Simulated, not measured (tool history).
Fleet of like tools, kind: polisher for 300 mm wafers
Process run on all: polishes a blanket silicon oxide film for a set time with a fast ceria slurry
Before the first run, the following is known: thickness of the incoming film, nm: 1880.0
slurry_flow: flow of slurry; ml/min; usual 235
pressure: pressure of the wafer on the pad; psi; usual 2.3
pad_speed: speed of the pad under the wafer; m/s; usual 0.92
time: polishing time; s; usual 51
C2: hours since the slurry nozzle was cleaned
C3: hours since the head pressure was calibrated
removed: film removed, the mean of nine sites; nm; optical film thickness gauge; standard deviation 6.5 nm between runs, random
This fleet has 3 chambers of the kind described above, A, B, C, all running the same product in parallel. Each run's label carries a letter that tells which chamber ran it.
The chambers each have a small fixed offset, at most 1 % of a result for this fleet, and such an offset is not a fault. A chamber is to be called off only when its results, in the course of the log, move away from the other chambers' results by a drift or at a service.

Run 1B, hour 6.5: usual settings; wafers polished on this pad 434; C2 9.7; C3 414.9. Result: removed 530.76 nm.
Run 2C, hour 14.9: usual settings; wafers polished on this pad 280; C2 121.9; C3 619.2. Result: removed 539.92 nm.
At hour 21.3: chamber C: head pressure recalibrated.
Run 3A, hour 25.1: usual settings; wafers polished on this pad 512; C2 204.3; C3 233.8. Result: removed 536.36 nm.
Run 4B, hour 35: usual settings; wafers polished on this pad 765; C2 38.2; C3 443.4. Result: removed 537.02 nm.
At hour 38.9: chamber B: worn pad replaced by a new one.
Run 5A, hour 45.6: usual settings but slurry_flow 295 ml/min, pad_speed 1.04 m/s; wafers polished on this pad 750; C2 224.8; C3 254.3. Result: removed 626.89 nm.
At hour 45.9: chamber A: worn pad replaced by a new one.
At hour 53.1: chamber C: worn pad replaced by a new one.
Run 6C, hour 54.5: usual settings but slurry_flow 295 ml/min, pad_speed 1.04 m/s; wafers polished on this pad 16; C2 161.5; C3 33.3. Result: removed 616.91 nm.
Run 7B, hour 65.1: usual settings but slurry_flow 295 ml/min, pad_speed 1.04 m/s; wafers polished on this pad 305; C2 68.3; C3 473.5. Result: removed 616.43 nm.
Run 8A, hour 73: usual settings; wafers polished on this pad 316; C2 252.2; C3 281.7. Result: removed 543.25 nm.
Run 9C, hour 79.1: usual settings but slurry_flow 265 ml/min, pad_speed 0.74 m/s; wafers polished on this pad 303; C2 186.1; C3 57.9. Result: removed 438.93 nm.
Run 10C, hour 84.5: usual settings but slurry_flow 265 ml/min, pad_speed 0.74 m/s; wafers polished on this pad 366; C2 191.5; C3 63.3. Result: removed 438.58 nm.
Run 11B, hour 95.3: usual settings but slurry_flow 265 ml/min, pad_speed 0.74 m/s; wafers polished on this pad 656; C2 98.5; C3 503.7. Result: removed 432.33 nm.
At hour 99.3: chamber B: worn pad replaced by a new one.
Run 12A, hour 101: usual settings; wafers polished on this pad 642; C2 280.2; C3 309.7. Result: removed 526.18 nm.
Run 13A, hour 108.8: usual settings; wafers polished on this pad 732; C2 288; C3 317.5. Result: removed 550.49 nm.
At hour 111.3: chamber A: worn pad replaced by a new one.
Run 14B, hour 114.1: usual settings but pressure 2 psi, time 38 s; wafers polished on this pad 172; C2 117.3; C3 522.5. Result: removed 353.23 nm.
At hour 117.2: chamber C: worn pad replaced by a new one.
Run 15C, hour 123.6: usual settings but pressure 2 psi, time 38 s; wafers polished on this pad 74; C2 230.6; C3 102.4. Result: removed 347.13 nm.
Run 16B, hour 130.7: usual settings but pressure 2 psi, time 38 s; wafers polished on this pad 366; C2 133.9; C3 539.1. Result: removed 354.71 nm.
Run 17C, hour 140.3: usual settings; wafers polished on this pad 268; C2 247.3; C3 119.1. Result: removed 535.8 nm.
At hour 144.6: chamber C: slurry nozzle cleaned.
Run 18A, hour 149.9: usual settings; wafers polished on this pad 449; C2 329.1; C3 358.6. Result: removed 541.48 nm.
Run 19B, hour 157.8: usual settings; wafers polished on this pad 681; C2 161; C3 566.2. Result: removed 548.34 nm.
At hour 158.1: chamber B: worn pad replaced by a new one.
Run 20A, hour 165: usual settings; wafers polished on this pad 625; C2 344.2; C3 373.7. Result: removed 541.37 nm.
Run 21C, hour 172.4: usual settings but pressure 1.7 psi; wafers polished on this pad 642; C2 27.8; C3 151.2. Result: removed 393.88 nm.
At hour 173.8: chamber C: worn pad replaced by a new one.
At hour 176.5: chamber A: worn pad replaced by a new one.
Run 22C, hour 180.8: usual settings but pressure 1.7 psi; wafers polished on this pad 81; C2 36.2; C3 159.6. Result: removed 407.24 nm.
Run 23A, hour 190.7: usual settings but pressure 1.7 psi; wafers polished on this pad 166; C2 369.9; C3 399.4. Result: removed 399.28 nm.
Run 24B, hour 198: usual settings; wafers polished on this pad 464; C2 201.2; C3 606.4. Result: removed 542 nm.
Run 25B, hour 208.7: usual settings; wafers polished on this pad 589; C2 211.9; C3 617.1. Result: removed 531.17 nm.
Run 26C, hour 217.2: usual settings; wafers polished on this pad 505; C2 72.6; C3 196. Result: removed 533.88 nm.
Run 27A, hour 225.5: usual settings but pad_speed 0.66 m/s; wafers polished on this pad 571; C2 404.7; C3 434.2. Result: removed 393.35 nm.
At hour 231.6: chamber B: worn pad replaced by a new one.
Run 28C, hour 236.2: usual settings but pad_speed 0.66 m/s; wafers polished on this pad 726; C2 91.6; C3 215. Result: removed 384.37 nm.
At hour 238.3: chamber C: worn pad replaced by a new one.
Run 29A, hour 246.4: usual settings but pad_speed 0.66 m/s; wafers polished on this pad 814; C2 425.6; C3 455.1. Result: removed 389.1 nm.
At hour 248.3: chamber A: worn pad replaced by a new one.
Run 30B, hour 254.2: usual settings; wafers polished on this pad 263; C2 257.4; C3 662.6. Result: removed 539.1 nm.
Run 31B, hour 265: usual settings; wafers polished on this pad 389; C2 268.2; C3 673.4. Result: removed 535.32 nm.
Run 32A, hour 271.6: usual settings; wafers polished on this pad 271; C2 450.8; C3 480.3. Result: removed 534.6 nm.
Run 33C, hour 279.8: usual settings; wafers polished on this pad 484; C2 135.2; C3 258.6. Result: removed 533.19 nm.
Run 34A, hour 284.7: usual settings but slurry_flow 180 ml/min, time 68 s; wafers polished on this pad 423; C2 463.9; C3 493.4. Result: removed 692.03 nm.
At hour 290.5: chamber B: worn pad replaced by a new one.
Run 35C, hour 291.4: usual settings but slurry_flow 180 ml/min, time 68 s; wafers polished on this pad 619; C2 146.8; C3 270.2. Result: removed 708.45 nm.
At hour 298: chamber C: worn pad replaced by a new one.
Run 36B, hour 298.6: usual settings but slurry_flow 180 ml/min, time 68 s; wafers polished on this pad 95; C2 301.8; C3 707. Result: removed 700 nm.
Run 37B, hour 307.2: usual settings; wafers polished on this pad 195; C2 310.4; C3 715.6. Result: removed 530.4 nm.
At hour 307.4: chamber A: slurry nozzle cleaned.
At hour 315.3: chamber A: worn pad replaced by a new one.
Run 38A, hour 315.6: usual settings; wafers polished on this pad 4; C2 8.2; C3 524.3. Result: removed 543.48 nm.
Run 39C, hour 320.4: usual settings; wafers polished on this pad 260; C2 175.8; C3 299.2. Result: removed 554.4 nm.
Run 40A, hour 325.3: usual settings; wafers polished on this pad 117; C2 17.9; C3 534. Result: removed 542.1 nm.

Predict what each chamber gives when all 3 of them run the settings below next.
Run 41A, hour 333.2: usual settings but time 66 s. Result: removed ?.
Run 41B, hour 333.2: usual settings but time 66 s. Result: removed ?.
Run 41C, hour 333.2: usual settings but time 66 s. Result: removed ?.

run  removed
41A   696.47
41B   686.18
41C   695.26
